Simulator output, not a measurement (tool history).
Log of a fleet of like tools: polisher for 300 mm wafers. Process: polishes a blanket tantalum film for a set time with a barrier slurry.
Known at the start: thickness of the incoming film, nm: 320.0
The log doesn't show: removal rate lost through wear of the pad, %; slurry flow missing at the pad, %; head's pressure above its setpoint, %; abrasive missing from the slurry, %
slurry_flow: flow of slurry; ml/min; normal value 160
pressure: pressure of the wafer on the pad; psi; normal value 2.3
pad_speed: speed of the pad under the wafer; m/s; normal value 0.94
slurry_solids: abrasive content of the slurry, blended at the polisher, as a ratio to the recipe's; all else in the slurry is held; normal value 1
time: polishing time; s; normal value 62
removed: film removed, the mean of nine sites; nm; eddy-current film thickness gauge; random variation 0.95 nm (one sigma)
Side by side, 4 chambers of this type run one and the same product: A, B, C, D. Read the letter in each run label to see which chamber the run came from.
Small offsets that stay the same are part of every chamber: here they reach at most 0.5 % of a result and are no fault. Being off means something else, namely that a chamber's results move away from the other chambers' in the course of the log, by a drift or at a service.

run   hour  slurry_flow  pressure  pad_speed  slurry_solids  time  wafers polished on this pad  hours since the slurry nozzle was cleaned  hours since the head pressure was calibrated  hours since the slurry blender was calibrated  removed
 1B      6          160       2.3       0.94              1    62                           56                                      212.3                                         261.8                                          105.8   112.17
 2A   15.5          160       2.3       0.94              1    62                          526                                      235.3                                         208.1                                           50.2   112.01
      16.3  -- chamber A: worn pad replaced by a new one
 3D   21.5          160       2.3       0.94              1    62                          710                                      326.3                                         558.6                                          214.6   111.64
 4C   32.4          160       2.3       0.94              1    62                          407                                      200.2                                         694.4                                          117.2   113.93
 5B   42.9          160       2.3       0.94              1    62                          374                                      249.2                                         298.7                                          142.7   110.94
 6A   51.7          160       2.3       0.94              1    62                          304                                      271.5                                         244.3                                           86.4   111.96
 7D   63.8          160       2.3       0.94              1    62                         1074                                      368.6                                         600.9                                          256.9   112.21
 8C   74.2          160       2.3       0.78            0.9    62                          766                                        242                                         736.2                                            159   90.413
      76.7  -- chamber C: worn pad replaced by a new one
 9D   80.9          160       2.3       0.78            0.9    62                         1221                                      385.7                                           618                                            274   89.402
      85.5  -- chamber A: worn pad replaced by a new one
10A   88.6          160       2.3       0.78            0.9    62                           27                                      308.4                                         281.2                                          123.3   90.113
11B   99.8          160       2.3       0.78            0.9    62                          863                                      306.1                                         355.6                                          199.6   89.387
12C    112          160         2       0.94              1    62                          303                                      279.8                                           774                                          196.8   98.015
     112.6  -- chamber D: worn pad replaced by a new one
13B  117.8          160         2       0.94              1    62                         1018                                      324.1                                         373.6                                          217.6   98.278
14C  126.4          160         2       0.94              1    62                          427                                      294.2                                         788.4                                          211.2    97.64
     126.9  -- chamber B: worn pad replaced by a new one
15D  134.7          160         2       0.94              1    62                          190                                      439.5                                         671.8                                          327.8   97.595
16A  141.3          160       2.3       0.94              1    62                          480                                      361.1                                         333.9                                            176   113.04
17A  147.1          160       2.3       0.94              1    62                          530                                      366.9                                         339.7                                          181.8   110.31
18B  156.6          160       2.3       0.94              1    62                          255                                      362.9                                         412.4                                          256.4    114.5
     157.9  -- chamber A: worn pad replaced by a new one
19C  165.9          160       2.3       1.22              1    82                          767                                      333.7                                         827.9                                          250.7   192.47
       166  -- chamber C: worn pad replaced by a new one
     166.7  -- chamber C: head pressure recalibrated
20D  176.7          160       2.3       1.22              1    82                          551                                      481.5                                         713.8                                          369.8   191.41
21D  182.5          160       2.3       1.22              1    82                          601                                      487.3                                         719.6                                          375.6   194.95
22A  191.5          160       2.3       1.22              1    82                          289                                      411.3                                         384.1                                          226.2   193.64
23C  201.9          160       2.3       0.94              1    62                          308                                      369.7                                          35.3                                          286.7   112.13
     208.1  -- chamber D: slurry blender recalibrated
     209.1  -- chamber B: slurry blender recalibrated
24B  211.5          160       2.3       0.94              1    49                          727                                      417.8                                         467.3                                            2.4   89.879
25C  221.3          160       2.3       0.94              1    49                          475                                      389.1                                          54.7                                          306.1   88.136
     226.9  -- chamber A: worn pad replaced by a new one
26B  230.4          160       2.3       0.94              1    49                          890                                      436.7                                         486.2                                           21.3   89.743
27A  241.3          160       2.3       0.94              1    49                          123                                      461.1                                         433.9                                            276   88.044
     249.4  -- chamber D: worn pad replaced by a new one
28D  251.1          160       2.3       0.94              1    62                           14                                      555.9                                         788.2                                           43.1   113.51
     253.8  -- chamber B: worn pad replaced by a new one
29C  258.7          160       2.3       0.94              1    62                          797                                      426.5                                          92.1                                          343.5   109.31
30A  264.3          160       2.3       0.94              1    62                          321                                      484.1                                         456.9                                            299   111.71
     269.8  -- chamber B: head pressure recalibrated
31D  275.2          160       2.3       0.94              1    62                          221                                        580                                         812.3                                           67.2   112.66
32B  282.6          160       2.3       0.94              1    62                          248                                      488.9                                          12.9                                           73.5   114.09

All chambers now run identical settings, listed one chamber a line with results as question marks. What results will each chamber show?
33A  291.3          160       2.3       0.94              1    62                                                                                                                                                                             ?
33B  291.3          160       2.3       0.94              1    62                                                                                                                                                                             ?
33C  291.3          160       2.3       0.94              1    62                                                                                                                                                                             ?
33D  291.3          160       2.3       0.94              1    62                                                                                                                                                                             ?

run  removed
33A   110.13
33B   112.15
33C   107.69
33D   110.58
